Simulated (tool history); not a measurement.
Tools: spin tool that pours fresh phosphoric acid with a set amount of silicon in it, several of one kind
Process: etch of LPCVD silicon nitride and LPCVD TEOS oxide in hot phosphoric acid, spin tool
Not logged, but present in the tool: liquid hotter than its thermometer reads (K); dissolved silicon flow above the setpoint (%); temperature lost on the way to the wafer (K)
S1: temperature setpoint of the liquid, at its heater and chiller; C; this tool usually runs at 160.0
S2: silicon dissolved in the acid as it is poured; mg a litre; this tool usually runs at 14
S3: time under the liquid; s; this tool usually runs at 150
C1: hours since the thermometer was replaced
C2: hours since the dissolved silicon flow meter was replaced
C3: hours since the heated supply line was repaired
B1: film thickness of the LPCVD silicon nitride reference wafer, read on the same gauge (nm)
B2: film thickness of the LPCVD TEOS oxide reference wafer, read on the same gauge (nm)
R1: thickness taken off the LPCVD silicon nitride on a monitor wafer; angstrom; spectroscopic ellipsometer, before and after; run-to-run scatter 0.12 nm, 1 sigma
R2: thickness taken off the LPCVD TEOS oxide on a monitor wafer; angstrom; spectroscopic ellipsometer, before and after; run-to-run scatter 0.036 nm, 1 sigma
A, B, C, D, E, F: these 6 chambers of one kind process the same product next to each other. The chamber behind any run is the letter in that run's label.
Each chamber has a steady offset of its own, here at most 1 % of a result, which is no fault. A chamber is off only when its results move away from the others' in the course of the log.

run     day     S1  S2   S3      C1      C2      C3      B1      B2      R1      R2
 1A   0.362  160.0  14  150   117.6   198.2   417.9  50.022  129.99  131.85  1.9753
 2D   0.783  160.0  14  150   686.9  1320.1  1447.6  50.028  130.01  131.63  1.8562
 3C   1.254  160.0  14  150  1451.0   640.2  1174.8  50.001  130.01  135.90  2.2101
 4B   1.621  160.0  14  150   907.6   156.1   584.9  50.011  130.02  131.34  2.9464
 5E   2.004  160.0  14  150   438.0   220.4   994.3  49.981  130.00  130.38  2.3325
 6F   2.538  162.5  14  215  1183.5   378.9  3372.6  50.005  129.99  209.30  4.9468
 7F   2.804  162.5  14  215  1189.9   385.3  3379.0  50.006  129.97  209.11  3.5965
 8D   3.221  162.5  14  215   745.4  1378.6  1506.1  50.012  129.98  208.51  4.4911
 9C   3.454  162.5  14  215  1503.8   693.0  1227.6  49.996  129.99  209.20  4.1027
10A   3.712  162.5  14  215   198.0   278.6   498.3  50.001  129.97  206.30  2.5168
11B   4.225  162.5  14  215   970.1   218.6   647.4  49.993  130.02  206.38  4.2223
12E   4.638  160.0  14  150   501.2   283.6  1057.5  50.028  130.01  133.32  2.9094
13D   5.071  160.0  14  150   789.8  1423.0  1550.5  50.003  129.98  133.70  2.4522
14F   5.454  160.0  14  150  1253.5   448.9  3442.6  49.988  129.99  133.85  2.0429
15C   5.742  162.5  14  150  1558.7   747.9  1282.5  50.013  129.99  143.41  3.2737
      5.846  -- chamber C: heated supply line repaired
16B   6.258  162.5  14  150  1018.9   267.4   696.2  50.012  130.01  143.46  3.1354
17A   6.633  162.5  14  150   268.1   348.7   568.4  50.031  130.00  139.88  1.7102
      6.829  -- chamber B: heated supply line repaired
18E   6.908  162.5  14  150   555.7   338.1  1112.0  50.024  129.99  143.12  2.6286
19C   7.404  162.5  14  150  1598.6   787.8    37.5  50.002  130.01  142.86  2.4764
20E   7.708  162.5  14  150   574.9   357.3  1131.2  49.984  130.01  144.33  2.6837
21B   8.025  160.0  14  150  1061.3   309.8    28.7  50.009  129.99  133.92  2.3240
      8.092  -- chamber B: thermometer replaced
22A   8.296  160.0  14  150   308.0   388.6   608.3  49.969  130.01  126.63  1.9709
23F   8.817  160.0  14  150  1334.2   529.6  3523.3  49.988  130.00  133.34  2.1074
24D   9.075  160.0  14  150   885.9  1519.1  1646.6  50.016  130.02  131.60  2.3125
25A   9.346  160.0  14  150   333.2   413.8   633.5  50.008  130.00  125.95  2.1377
26C   9.638  162.0  14  230  1652.2   841.4    91.1  49.977  130.01  216.39  2.9886
27D  10.138  162.0  14  230   911.4  1544.6  1672.1  50.028  129.99  218.39  4.8795
28E  10.667  162.0  14  230   645.9   428.3  1202.2  49.979  129.97  216.97  4.6631
29F  11.150  162.0  14  230  1390.2   585.6  3579.3  49.978  130.01  214.97  4.4507
30B  11.504  162.0  14  230    82.0   393.3   112.2  50.018  129.99  215.87  3.1565
31A  11.762  162.0  14  230   391.2   471.8   691.5  50.019  129.98  199.50  2.8741
32D  12.004  160.0  14  150   956.2  1589.4  1716.9  50.003  130.03  131.90  2.5852
33F  12.371  160.0  14  150  1419.5   614.9  3608.6  49.987  129.99  133.68  2.8310
34C  12.750  160.0  14  150  1726.9   916.1   165.8  50.006  130.00  133.47  2.2707
35B  13.121  160.0  14  150   120.8   432.1   151.0  50.003  130.01  131.46  1.7682
36E  13.442  160.0  14  150   712.5   494.9  1268.8  49.970  130.00  133.82  2.2221

For the next run the whole fleet of 6 chambers uses the same settings. Give each chamber's results:
37A  13.829  160.0  14  200                       ?   ?
37B  13.829  160.0  14  200                       ?   ?
37C  13.829  160.0  14  200                       ?   ?
37D  13.829  160.0  14  200                       ?   ?
37E  13.829  160.0  14  200                       ?   ?
37F  13.829  160.0  14  200                       ?   ?

run      R1      R2
37A  161.93  3.2001
37B  175.09  3.9660
37C  177.02  3.5774
37D  177.91  2.7817
37E  173.89  2.8439
37F  178.70  3.1667

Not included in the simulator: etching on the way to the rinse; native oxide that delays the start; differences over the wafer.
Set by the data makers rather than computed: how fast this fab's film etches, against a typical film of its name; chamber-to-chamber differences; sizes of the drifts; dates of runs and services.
